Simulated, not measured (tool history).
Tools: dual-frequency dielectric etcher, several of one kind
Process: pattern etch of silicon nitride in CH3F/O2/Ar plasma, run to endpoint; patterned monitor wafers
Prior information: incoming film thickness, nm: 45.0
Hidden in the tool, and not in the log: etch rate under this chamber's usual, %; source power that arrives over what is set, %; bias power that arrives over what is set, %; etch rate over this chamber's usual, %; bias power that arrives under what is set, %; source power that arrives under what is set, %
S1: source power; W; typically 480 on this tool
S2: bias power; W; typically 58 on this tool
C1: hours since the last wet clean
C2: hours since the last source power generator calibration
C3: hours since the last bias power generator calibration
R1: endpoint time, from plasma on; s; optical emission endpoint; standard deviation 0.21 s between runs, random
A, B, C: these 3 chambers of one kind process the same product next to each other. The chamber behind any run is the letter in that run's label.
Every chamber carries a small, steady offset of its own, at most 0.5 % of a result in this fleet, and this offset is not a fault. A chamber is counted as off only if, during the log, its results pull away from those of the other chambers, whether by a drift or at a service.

run,hour,S1,S2,C1,C2,C3,R1
# hour 3.2: chamber C: source power generator calibrated
1C,8.4,480,58,331.7,5.2,1803,65.117
2A,16.1,480,58,280.6,1321.2,60.4,65.357
3B,22.1,480,58,549.9,2123.9,146.2,65.503
4C,29.1,480,58,352.4,25.9,1823.7,65.065
5B,36.3,480,58,564.1,2138.1,160.4,65.245
6A,40.9,480,58,305.4,1346,85.2,64.953
# hour 44.6: chamber B: wet clean of the chamber
7B,47,480,58,2.5,2148.8,171.1,64.996
8A,53.1,480,58,317.6,1358.2,97.4,65.518
9C,60.1,480,58,383.4,56.9,1854.7,65.319
10C,65,480,58,388.3,61.8,1859.6,65.648
11B,71.7,480,58,27.2,2173.5,195.8,65.579
12A,77.2,480,58,341.7,1382.3,121.5,66.314
13B,84.6,480,58,40.1,2186.4,208.7,65.63
14C,88.4,480,58,411.7,85.2,1883,65.391
15A,93.1,390,58,357.6,1398.2,137.4,71.965
16B,101.3,390,58,56.8,2203.1,225.4,70.492
17A,109.7,390,58,374.2,1414.8,154,73.219
18C,115,480,58,438.3,111.8,1909.6,65.378
19A,121.8,480,47,386.3,1426.9,166.1,72.219
20C,127.5,480,47,450.8,124.3,1922.1,69.514

Decide between three cases: one chamber stands off from its peers, the gauge reading all wafers drifts, or nothing is wrong past each chamber's small offset. Where a chamber is off, say which and what most likely put it there.

Chamber A drifts away from the others.
Most likely cause: etch rate under this chamber's usual, % = 4.26.

Here are 4 candidates for chamber A's next run, each the usual settings with a change, their results left as question marks. Which one brings its results back in line with what the others give on the usual settings?
In line here means within this much of the mean the other chambers give on the usual settings: R1 0.75 s
21A-1,133.5,400,58,,,,?
21A-2,133.5,530,58,,,,?
21A-3,133.5,540,63,,,,?
21A-4,133.5,450,55,,,,?

The other chambers' mean on the usual settings: R1 65.29 s
run,R1
21A-1,72.93
21A-2,65.383
21A-3,63.211
21A-4,70.871
The answer is 21A-2, which returns the chamber to within the allowed miss of the others.

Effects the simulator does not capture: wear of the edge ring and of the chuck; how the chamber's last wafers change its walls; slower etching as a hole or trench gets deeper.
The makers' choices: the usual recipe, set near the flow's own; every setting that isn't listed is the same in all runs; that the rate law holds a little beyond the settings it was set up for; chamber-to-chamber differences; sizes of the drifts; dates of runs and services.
